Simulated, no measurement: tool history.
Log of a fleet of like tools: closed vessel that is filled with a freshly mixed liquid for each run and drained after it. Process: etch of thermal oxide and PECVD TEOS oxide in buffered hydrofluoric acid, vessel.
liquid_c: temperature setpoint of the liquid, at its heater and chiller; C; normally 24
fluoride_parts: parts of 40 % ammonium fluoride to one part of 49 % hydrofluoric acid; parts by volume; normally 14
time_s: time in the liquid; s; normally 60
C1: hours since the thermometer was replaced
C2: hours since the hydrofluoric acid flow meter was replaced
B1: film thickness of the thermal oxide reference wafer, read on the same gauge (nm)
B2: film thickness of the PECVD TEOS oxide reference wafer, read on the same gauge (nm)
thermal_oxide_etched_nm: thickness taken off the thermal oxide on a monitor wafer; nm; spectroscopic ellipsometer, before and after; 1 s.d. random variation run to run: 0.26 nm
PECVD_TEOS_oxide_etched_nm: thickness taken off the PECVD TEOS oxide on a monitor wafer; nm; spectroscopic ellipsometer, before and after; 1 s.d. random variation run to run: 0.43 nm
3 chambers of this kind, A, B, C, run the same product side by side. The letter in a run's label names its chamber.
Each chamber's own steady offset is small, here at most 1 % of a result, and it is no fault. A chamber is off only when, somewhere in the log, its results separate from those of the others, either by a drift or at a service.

{"run": "1B", "hour": 8.9, "liquid_c": 24, "fluoride_parts": 14, "time_s": 60, "C1": 120, "C2": 1357.5, "B1": 50.03, "B2": 69.979, "thermal_oxide_etched_nm": 49.195, "PECVD_TEOS_oxide_etched_nm": 59.518}
{"run": "2A", "hour": 19.9, "liquid_c": 24, "fluoride_parts": 14, "time_s": 60, "C1": 670.1, "C2": 1561.4, "B1": 49.977, "B2": 70.003, "thermal_oxide_etched_nm": 49.597, "PECVD_TEOS_oxide_etched_nm": 59.06}
{"run": "3C", "hour": 35.3, "liquid_c": 24, "fluoride_parts": 14, "time_s": 60, "C1": 91.9, "C2": 951.4, "B1": 49.981, "B2": 69.956, "thermal_oxide_etched_nm": 49.731, "PECVD_TEOS_oxide_etched_nm": 60.174}
{"run": "4C", "hour": 50.9, "liquid_c": 24, "fluoride_parts": 14, "time_s": 60, "C1": 107.5, "C2": 967, "B1": 49.93, "B2": 70.039, "thermal_oxide_etched_nm": 49.729, "PECVD_TEOS_oxide_etched_nm": 60.282}
{"run": "5A", "hour": 64.9, "liquid_c": 24, "fluoride_parts": 14, "time_s": 60, "C1": 715.1, "C2": 1606.4, "B1": 50.028, "B2": 69.986, "thermal_oxide_etched_nm": 50.332, "PECVD_TEOS_oxide_etched_nm": 59.666}
{"run": "6B", "hour": 79.9, "liquid_c": 24, "fluoride_parts": 14, "time_s": 60, "C1": 191, "C2": 1428.5, "B1": 50.06, "B2": 69.989, "thermal_oxide_etched_nm": 49.28, "PECVD_TEOS_oxide_etched_nm": 59.785}
{"run": "7B", "hour": 90.8, "liquid_c": 24, "fluoride_parts": 14, "time_s": 60, "C1": 201.9, "C2": 1439.4, "B1": 49.993, "B2": 70.037, "thermal_oxide_etched_nm": 49.385, "PECVD_TEOS_oxide_etched_nm": 60.644}
{"run": "8C", "hour": 98.6, "liquid_c": 24, "fluoride_parts": 14, "time_s": 60, "C1": 155.2, "C2": 1014.7, "B1": 49.98, "B2": 70.002, "thermal_oxide_etched_nm": 49.772, "PECVD_TEOS_oxide_etched_nm": 59.855}
{"run": "9A", "hour": 114.4, "liquid_c": 24, "fluoride_parts": 15.5, "time_s": 90, "C1": 764.6, "C2": 1655.9, "B1": 50.022, "B2": 70.001, "thermal_oxide_etched_nm": 67.706, "PECVD_TEOS_oxide_etched_nm": 80.132}
{"run": "10B", "hour": 123.2, "liquid_c": 24, "fluoride_parts": 15.5, "time_s": 90, "C1": 234.3, "C2": 1471.8, "B1": 50.005, "B2": 69.974, "thermal_oxide_etched_nm": 66.925, "PECVD_TEOS_oxide_etched_nm": 80.439}
{"run": "11A", "hour": 137.9, "liquid_c": 24, "fluoride_parts": 15.5, "time_s": 90, "C1": 788.1, "C2": 1679.4, "B1": 49.99, "B2": 70.036, "thermal_oxide_etched_nm": 67.403, "PECVD_TEOS_oxide_etched_nm": 80.553}
{"run": "12C", "hour": 152.8, "liquid_c": 24, "fluoride_parts": 14, "time_s": 60, "C1": 209.4, "C2": 1068.9, "B1": 50.005, "B2": 70.035, "thermal_oxide_etched_nm": 49.738, "PECVD_TEOS_oxide_etched_nm": 60.426}
{"run": "13B", "hour": 160.3, "liquid_c": 24, "fluoride_parts": 14, "time_s": 60, "C1": 271.4, "C2": 1508.9, "B1": 49.992, "B2": 70.007, "thermal_oxide_etched_nm": 49.812, "PECVD_TEOS_oxide_etched_nm": 59.601}
{"run": "14A", "hour": 167.9, "liquid_c": 24, "fluoride_parts": 14, "time_s": 60, "C1": 818.1, "C2": 1709.4, "B1": 49.921, "B2": 70.009, "thermal_oxide_etched_nm": 49.557, "PECVD_TEOS_oxide_etched_nm": 59.312}
{"run": "15C", "hour": 182.3, "liquid_c": 20.5, "fluoride_parts": 14, "time_s": 50, "C1": 238.9, "C2": 1098.4, "B1": 50.061, "B2": 69.989, "thermal_oxide_etched_nm": 33.965, "PECVD_TEOS_oxide_etched_nm": 41.264}
{"run": "16A", "hour": 192.3, "liquid_c": 20.5, "fluoride_parts": 14, "time_s": 50, "C1": 842.5, "C2": 1733.8, "B1": 50.01, "B2": 69.943, "thermal_oxide_etched_nm": 34.073, "PECVD_TEOS_oxide_etched_nm": 40.711}
{"run": "17C", "hour": 203.0, "liquid_c": 20.5, "fluoride_parts": 14, "time_s": 50, "C1": 259.6, "C2": 1119.1, "B1": 49.97, "B2": 69.964, "thermal_oxide_etched_nm": 33.91, "PECVD_TEOS_oxide_etched_nm": 40.671}
{"run": "18B", "hour": 214.2, "liquid_c": 22, "fluoride_parts": 18.5, "time_s": 60, "C1": 325.3, "C2": 1562.8, "B1": 49.983, "B2": 70.015, "thermal_oxide_etched_nm": 33.548, "PECVD_TEOS_oxide_etched_nm": 40.478}
{"hour": 222.7, "done": "chamber C: hydrofluoric acid flow meter replaced"}
{"run": "19A", "hour": 229.9, "liquid_c": 22, "fluoride_parts": 18.5, "time_s": 60, "C1": 880.1, "C2": 1771.4, "B1": 50.004, "B2": 70.012, "thermal_oxide_etched_nm": 34.101, "PECVD_TEOS_oxide_etched_nm": 40.327}
{"run": "20B", "hour": 244.2, "liquid_c": 22, "fluoride_parts": 18.5, "time_s": 60, "C1": 355.3, "C2": 1592.8, "B1": 49.981, "B2": 69.98, "thermal_oxide_etched_nm": 33.504, "PECVD_TEOS_oxide_etched_nm": 40.683}
{"run": "21C", "hour": 258.4, "liquid_c": 19, "fluoride_parts": 14, "time_s": 30, "C1": 315, "C2": 35.8, "B1": 50.061, "B2": 70.047, "thermal_oxide_etched_nm": 18.589, "PECVD_TEOS_oxide_etched_nm": 22.854}
{"run": "22B", "hour": 270.7, "liquid_c": 19, "fluoride_parts": 14, "time_s": 30, "C1": 381.8, "C2": 1619.3, "B1": 49.988, "B2": 69.984, "thermal_oxide_etched_nm": 18.762, "PECVD_TEOS_oxide_etched_nm": 22.949}
{"run": "23C", "hour": 278.4, "liquid_c": 19, "fluoride_parts": 14, "time_s": 30, "C1": 335, "C2": 55.8, "B1": 49.96, "B2": 69.99, "thermal_oxide_etched_nm": 18.692, "PECVD_TEOS_oxide_etched_nm": 22.665}
{"run": "24A", "hour": 288.3, "liquid_c": 21, "fluoride_parts": 14, "time_s": 60, "C1": 938.5, "C2": 1829.8, "B1": 49.97, "B2": 69.986, "thermal_oxide_etched_nm": 42.277, "PECVD_TEOS_oxide_etched_nm": 50.27}
{"run": "25C", "hour": 296.0, "liquid_c": 21, "fluoride_parts": 14, "time_s": 60, "C1": 352.6, "C2": 73.4, "B1": 49.972, "B2": 70.023, "thermal_oxide_etched_nm": 41.915, "PECVD_TEOS_oxide_etched_nm": 50.97}
{"run": "26B", "hour": 305.1, "liquid_c": 21, "fluoride_parts": 14, "time_s": 60, "C1": 416.2, "C2": 1653.7, "B1": 50.052, "B2": 69.954, "thermal_oxide_etched_nm": 41.581, "PECVD_TEOS_oxide_etched_nm": 50.602}
{"run": "27A", "hour": 315.0, "liquid_c": 24, "fluoride_parts": 14, "time_s": 60, "C1": 965.2, "C2": 1856.5, "B1": 49.986, "B2": 69.996, "thermal_oxide_etched_nm": 49.73, "PECVD_TEOS_oxide_etched_nm": 59.604}
{"run": "28C", "hour": 328.2, "liquid_c": 24, "fluoride_parts": 14, "time_s": 60, "C1": 384.8, "C2": 105.6, "B1": 50.01, "B2": 69.958, "thermal_oxide_etched_nm": 49.398, "PECVD_TEOS_oxide_etched_nm": 60.06}
{"run": "29B", "hour": 342.0, "liquid_c": 24, "fluoride_parts": 14, "time_s": 60, "C1": 453.1, "C2": 1690.6, "B1": 49.976, "B2": 69.975, "thermal_oxide_etched_nm": 49.963, "PECVD_TEOS_oxide_etched_nm": 59.098}
{"run": "30A", "hour": 354.6, "liquid_c": 24, "fluoride_parts": 14, "time_s": 60, "C1": 1004.8, "C2": 1896.1, "B1": 49.991, "B2": 69.978, "thermal_oxide_etched_nm": 49.419, "PECVD_TEOS_oxide_etched_nm": 59.06}
{"hour": 361.1, "done": "chamber A: hydrofluoric acid flow meter replaced"}
{"run": "31A", "hour": 369.2, "liquid_c": 24, "fluoride_parts": 14, "time_s": 45, "C1": 1019.4, "C2": 8.1, "B1": 50.02, "B2": 70.018, "thermal_oxide_etched_nm": 37.128, "PECVD_TEOS_oxide_etched_nm": 44.553}
{"run": "32C", "hour": 382.2, "liquid_c": 24, "fluoride_parts": 14, "time_s": 45, "C1": 438.8, "C2": 159.6, "B1": 49.98, "B2": 70.026, "thermal_oxide_etched_nm": 37.201, "PECVD_TEOS_oxide_etched_nm": 45.103}
{"run": "33B", "hour": 396.8, "liquid_c": 24, "fluoride_parts": 14, "time_s": 45, "C1": 507.9, "C2": 1745.4, "B1": 49.991, "B2": 69.986, "thermal_oxide_etched_nm": 37.151, "PECVD_TEOS_oxide_etched_nm": 44.8}
{"run": "34A", "hour": 410.8, "liquid_c": 24, "fluoride_parts": 14, "time_s": 60, "C1": 1061, "C2": 49.7, "B1": 50.008, "B2": 70.025, "thermal_oxide_etched_nm": 49.588, "PECVD_TEOS_oxide_etched_nm": 59.142}
{"run": "35B", "hour": 419.0, "liquid_c": 24, "fluoride_parts": 14, "time_s": 60, "C1": 530.1, "C2": 1767.6, "B1": 50.043, "B2": 70.018, "thermal_oxide_etched_nm": 49.142, "PECVD_TEOS_oxide_etched_nm": 59.247}
{"run": "36C", "hour": 428.8, "liquid_c": 24, "fluoride_parts": 14, "time_s": 60, "C1": 485.4, "C2": 206.2, "B1": 50.057, "B2": 70.016, "thermal_oxide_etched_nm": 49.693, "PECVD_TEOS_oxide_etched_nm": 60.488}
{"run": "37B", "hour": 441.8, "liquid_c": 24, "fluoride_parts": 14, "time_s": 60, "C1": 552.9, "C2": 1790.4, "B1": 49.984, "B2": 69.976, "thermal_oxide_etched_nm": 49.235, "PECVD_TEOS_oxide_etched_nm": 59.639}
{"run": "38C", "hour": 456.5, "liquid_c": 24, "fluoride_parts": 14, "time_s": 60, "C1": 513.1, "C2": 233.9, "B1": 49.98, "B2": 69.961, "thermal_oxide_etched_nm": 49.676, "PECVD_TEOS_oxide_etched_nm": 59.804}
{"run": "39A", "hour": 464.2, "liquid_c": 24, "fluoride_parts": 14, "time_s": 60, "C1": 1114.4, "C2": 103.1, "B1": 50.028, "B2": 69.951, "thermal_oxide_etched_nm": 49.485, "PECVD_TEOS_oxide_etched_nm": 59.566}
{"run": "40A", "hour": 479.1, "liquid_c": 24, "fluoride_parts": 14, "time_s": 60, "C1": 1129.3, "C2": 118, "B1": 49.954, "B2": 70.044, "thermal_oxide_etched_nm": 49.721, "PECVD_TEOS_oxide_etched_nm": 59.661}
{"run": "41C", "hour": 494.1, "liquid_c": 24, "fluoride_parts": 14, "time_s": 60, "C1": 550.7, "C2": 271.5, "B1": 50.001, "B2": 70.014, "thermal_oxide_etched_nm": 49.425, "PECVD_TEOS_oxide_etched_nm": 59.794}
{"run": "42B", "hour": 509.0, "liquid_c": 24, "fluoride_parts": 14, "time_s": 60, "C1": 620.1, "C2": 1857.6, "B1": 50.003, "B2": 69.997, "thermal_oxide_etched_nm": 49.873, "PECVD_TEOS_oxide_etched_nm": 59.205}

One chamber off, gauge drift, or nothing amiss beyond the chambers' own small offsets? If it is a chamber, which one, and what is the likeliest cause?

All chambers stay in line apart from their small fixed offsets, and the gauge does not drift.

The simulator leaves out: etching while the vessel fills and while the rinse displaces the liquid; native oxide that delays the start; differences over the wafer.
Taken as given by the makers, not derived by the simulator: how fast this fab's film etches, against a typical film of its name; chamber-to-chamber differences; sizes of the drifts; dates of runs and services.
